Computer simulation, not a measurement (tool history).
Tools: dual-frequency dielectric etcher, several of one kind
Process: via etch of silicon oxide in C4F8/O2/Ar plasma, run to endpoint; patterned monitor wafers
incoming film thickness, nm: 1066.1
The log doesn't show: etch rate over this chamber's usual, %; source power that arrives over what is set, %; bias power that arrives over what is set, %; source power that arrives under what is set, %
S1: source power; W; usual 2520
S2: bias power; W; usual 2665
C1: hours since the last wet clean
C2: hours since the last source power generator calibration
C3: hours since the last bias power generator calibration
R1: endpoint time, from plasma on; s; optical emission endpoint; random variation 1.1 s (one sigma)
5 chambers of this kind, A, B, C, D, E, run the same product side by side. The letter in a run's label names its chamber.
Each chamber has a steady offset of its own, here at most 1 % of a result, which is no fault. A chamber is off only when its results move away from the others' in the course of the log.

run,hour,S1,S2,C1,C2,C3,R1
1D,9.3,2520,2665,197.5,2308.1,531.8,177.56
2B,18.4,2520,2665,492.4,2595,1765.8,175.59
3C,33.1,2520,2665,52.7,249.2,292.6,178.26
4E,42.9,2520,2665,146.4,2602.3,380.9,178.39
5A,50.7,2520,2665,190.5,2384.3,4161.9,175.7
6B,64,2300,2227,538,2640.6,1811.4,193.27
7A,75,2300,2227,214.8,2408.6,4186.2,190.79
8D,83.5,2300,2227,271.7,2382.3,606,191.6
9E,93,2300,2227,196.5,2652.4,431,193.11
10C,108.1,2300,2227,127.7,324.2,367.6,191.96
# hour 108.4: chamber B: source power generator calibrated
# hour 111.8: chamber B: wet clean of the chamber
11B,119.8,2520,2665,8.1,11.4,1867.2,175.94
12E,132.4,2520,2665,235.9,2691.8,470.4,175.69
13D,141.5,2170,2665,329.7,2440.3,664,187.34
14C,151.3,2170,2665,170.9,367.4,410.8,189.08
15A,159.1,2170,2665,298.9,2492.7,4270.3,185.79
16A,170.4,2170,2665,310.2,2504,4281.6,185.28
17C,182.4,2170,2665,202,398.5,441.9,187.38
18D,190.2,2980,2275,378.4,2489,712.7,173.88
19E,198.1,2980,2275,301.6,2757.5,536.1,170.92
20B,209.8,2980,2275,98.1,101.4,1957.2,172.19
21A,217,2980,2275,356.8,2550.6,4328.2,170.19
22E,225,2980,2275,328.5,2784.4,563,171.16
23B,231.6,2520,2665,119.9,123.2,1979,173.78
# hour 233.7: chamber D: wet clean of the chamber
24C,244.5,2520,2665,264.1,460.6,504,177.72
25D,259.7,2520,2665,26.1,2558.5,782.2,176.42
26A,272.8,2520,2665,412.6,2606.4,4384,177.35
27E,280.4,2520,2665,383.9,2839.8,618.4,174.93
28B,292.6,2520,2665,180.9,184.2,2040,175.91
29D,302,2520,2665,68.4,2600.8,824.5,177.39
30C,313.4,2520,2665,333,529.5,572.9,176.15
31D,328.3,2520,2665,94.7,2627.1,850.8,177.07
32A,339.8,2520,2665,479.6,2673.4,4451,174.86
# hour 339.9: chamber A: wet clean of the chamber
33C,350.1,2520,2665,369.7,566.2,609.6,179.32
34E,361.1,2520,2665,464.6,2920.5,699.1,174.68
35B,368,2520,2665,256.3,259.6,2115.4,174.22
# hour 370.1: chamber E: wet clean of the chamber
36E,376.4,2520,2665,6.3,2935.8,714.4,175.99
37D,388.3,3080,2337,154.7,2687.1,910.8,169.27
# hour 396.2: chamber E: source power generator calibrated
# hour 396.5: chamber A: bias power generator calibrated
38B,400.2,3080,2337,288.5,291.8,2147.6,167.18
39A,407.2,3080,2337,67.4,2740.8,10.7,167.72
40C,415.9,3080,2337,435.5,632,675.4,170.55
41E,427.6,3080,2337,57.5,31.4,765.6,170.43
42D,439,2520,2665,205.4,2737.8,961.5,178.02

Is one chamber off against the others, does the gauge drift, or is nothing wrong? If a chamber is off, say which, and what the likeliest cause is.

No chamber stands off beyond its own small offset, and the gauge holds steady.

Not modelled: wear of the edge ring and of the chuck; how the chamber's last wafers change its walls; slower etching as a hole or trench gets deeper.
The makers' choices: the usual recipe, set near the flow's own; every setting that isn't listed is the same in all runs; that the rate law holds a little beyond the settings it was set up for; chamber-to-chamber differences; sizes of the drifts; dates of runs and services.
